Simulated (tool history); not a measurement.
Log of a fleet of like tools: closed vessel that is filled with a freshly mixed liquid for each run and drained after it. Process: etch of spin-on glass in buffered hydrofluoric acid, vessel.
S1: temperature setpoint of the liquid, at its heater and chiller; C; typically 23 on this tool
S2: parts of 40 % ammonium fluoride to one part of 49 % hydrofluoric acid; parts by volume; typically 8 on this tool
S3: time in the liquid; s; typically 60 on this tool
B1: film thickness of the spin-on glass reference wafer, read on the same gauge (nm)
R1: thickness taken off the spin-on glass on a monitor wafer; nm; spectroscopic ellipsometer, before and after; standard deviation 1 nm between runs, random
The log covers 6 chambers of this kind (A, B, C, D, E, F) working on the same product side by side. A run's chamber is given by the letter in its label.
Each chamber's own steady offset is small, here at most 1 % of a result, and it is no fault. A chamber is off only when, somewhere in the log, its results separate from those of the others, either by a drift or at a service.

run	hour	S1	S2	S3	B1	R1
1F	4.5	23	8	60	89.98	143.43
2D	10.1	23	8	60	90.007	144.11
3B	14.7	23	8	60	90.015	143.9
4A	19.3	23	8	60	89.999	144.6
5C	22.4	23	6	60	89.984	192.77
6E	25.4	23	6	60	90.007	190.67
7F	29.6	23	6	60	90.009	189.64
8C	34.2	23	6	60	89.995	191.29
9D	39.8	23	6	60	89.982	191.41
10E	43.5	23	6	60	89.997	192.39
11A	49.4	23	8	60	89.995	143.59
12B	54.5	23	8	60	90.002	144.72
13C	59.7	23	8	60	90.013	142.15
14A	63.6	23	8	60	89.992	145.14
15B	68.9	23	6.5	60	89.999	178.56
16F	74.2	23	6.5	60	90.01	176.57
17E	78.8	23	6.5	60	90.002	176.46
18D	83.4	23	6.5	60	90.003	176.51
19B	88.1	23	6.5	60	89.998	178.5
# hour 91.7: chamber E: thermometer replaced
20F	92.2	23	6.5	60	89.984	180.14
21D	98.5	23	8	60	90.035	145.02
22E	101.5	23	8	60	89.97	146.21
23C	105.1	23	8	60	89.991	143.46
24A	110.1	23	8	60	90.007	144.68
25B	115.2	23	8	60	89.99	143.61
26A	120.6	23	8	60	89.985	144.07
27E	125.2	23	8	60	90.003	144.66
28D	130.1	23	8	60	90.014	144.79
# hour 132.1: chamber A: hydrofluoric acid flow meter replaced
29F	135.6	23	8	60	89.992	144.07
30C	141.4	23	8	60	89.982	143.57
31B	144.8	23	8	60	90.007	146.13
32C	150.2	23	8	60	90.007	142.01
33F	154.2	23	8	40	89.998	96.192
# hour 154.6: chamber C: hydrofluoric acid flow meter replaced
34E	157.2	23	8	40	89.994	97.026
35D	162.2	23	8	40	89.992	96.346
36A	168	23	8	40	90.015	97.043
37A	171.2	23	8	40	89.998	96.352
38F	177.5	23	8	40	89.981	96.803
39B	183	23	8	60	90.01	143.24
40D	188	23	8	60	90	146.89
41C	192.4	23	8	60	89.999	144.44
42E	196.9	23	8	60	90.02	146.44
43C	201.2	23	8	60	90.001	142.46
44E	207.5	23	8	60	90.003	144.46

Next, every chamber runs the same settings. What will each give?
45A	212.1	23	10.5	60		?
45B	212.1	23	10.5	60		?
45C	212.1	23	10.5	60		?
45D	212.1	23	10.5	60		?
45E	212.1	23	10.5	60		?
45F	212.1	23	10.5	60		?

run	R1
45A	113.9
45B	113.41
45C	112.75
45D	112.54
45E	113.9
45F	114.66

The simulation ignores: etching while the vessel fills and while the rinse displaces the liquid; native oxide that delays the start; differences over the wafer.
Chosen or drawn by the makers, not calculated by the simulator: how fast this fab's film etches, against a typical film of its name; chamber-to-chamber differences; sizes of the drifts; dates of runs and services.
